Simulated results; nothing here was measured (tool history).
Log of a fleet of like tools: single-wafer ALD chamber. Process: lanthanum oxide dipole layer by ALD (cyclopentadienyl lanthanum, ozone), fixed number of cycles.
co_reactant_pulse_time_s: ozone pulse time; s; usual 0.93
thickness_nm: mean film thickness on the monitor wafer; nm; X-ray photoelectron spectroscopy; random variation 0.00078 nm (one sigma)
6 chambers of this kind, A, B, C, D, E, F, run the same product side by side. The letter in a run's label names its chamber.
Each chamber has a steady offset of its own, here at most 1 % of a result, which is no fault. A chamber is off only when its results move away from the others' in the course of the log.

run	hour	co_reactant_pulse_time_s	read-back reference wafer on the same gauge, thickness_nm	thickness_nm
1E	10.6	0.93	0.44321	0.48579
2D	17.9	0.93	0.44317	0.48727
3A	29.4	0.93	0.44321	0.48478
4C	37.8	0.93	0.44337	0.49082
5F	47.5	0.93	0.44341	0.48803
6B	60.5	0.75	0.44332	0.44818
7E	71.9	0.75	0.44356	0.44805
8C	84.9	0.75	0.44358	0.45218
9D	95.3	0.75	0.4437	0.44854
10A	107	0.75	0.4437	0.44745
11B	117.8	0.75	0.44381	0.44947
# hour 128.3: chamber B: ozone generator serviced
12F	128.8	0.93	0.44374	0.48744
# hour 138: chamber D: thermocouple changed; heater temperature recalibrated
13F	140.2	0.93	0.44373	0.48805
14C	149.7	0.93	0.44421	0.49023
15A	158.4	0.93	0.44415	0.48517
# hour 168.5: chamber B: thermocouple changed; heater temperature recalibrated
16B	171.1	1.29	0.44414	0.53138
17E	180.9	1.29	0.44403	0.53233
18D	190.1	1.29	0.44397	0.53334
19C	198.7	1.29	0.44416	0.53755
20D	207.4	1.29	0.44436	0.53362
21A	213.8	1.29	0.44418	0.53159
22E	221.5	0.93	0.44436	0.48705
23F	230.9	0.93	0.44446	0.48793
24B	237.3	0.93	0.44464	0.48824
25B	245.9	0.93	0.44453	0.48616
26C	258.4	0.93	0.44485	0.49241
27E	271.1	0.93	0.44471	0.48861
28F	281.9	0.93	0.44494	0.48911
# hour 288.8: chamber E: thermocouple changed; heater temperature recalibrated
29A	289.9	0.93	0.44487	0.48657
30D	297.3	0.93	0.44518	0.48764
31E	305.4	0.93	0.44487	0.48853
# hour 314.1: chamber C: thermocouple changed; heater temperature recalibrated
32A	316.2	0.6	0.44537	0.40417
33C	325.5	0.6	0.44511	0.40661
34F	337.9	0.6	0.44515	0.405
35D	347	0.6	0.44537	0.40734
36B	359.3	0.6	0.44539	0.40623
37E	370.7	0.6	0.44528	0.406
38D	382.6	1.17	0.44557	0.52288
39F	392.1	1.17	0.44558	0.52488
40C	404.5	1.17	0.44567	0.52715
41A	410.5	1.17	0.4455	0.52158
42B	423.6	1.17	0.44573	0.52115
43A	431.4	1.17	0.4458	0.52203

Is one chamber off against the others, does the gauge drift, or is nothing wrong? If a chamber is off, say which, and what the likeliest cause is.

The gauge drifts, so all chambers seem to drift together. No chamber is off.
Cause: gauge reads high (%) = 0.653.

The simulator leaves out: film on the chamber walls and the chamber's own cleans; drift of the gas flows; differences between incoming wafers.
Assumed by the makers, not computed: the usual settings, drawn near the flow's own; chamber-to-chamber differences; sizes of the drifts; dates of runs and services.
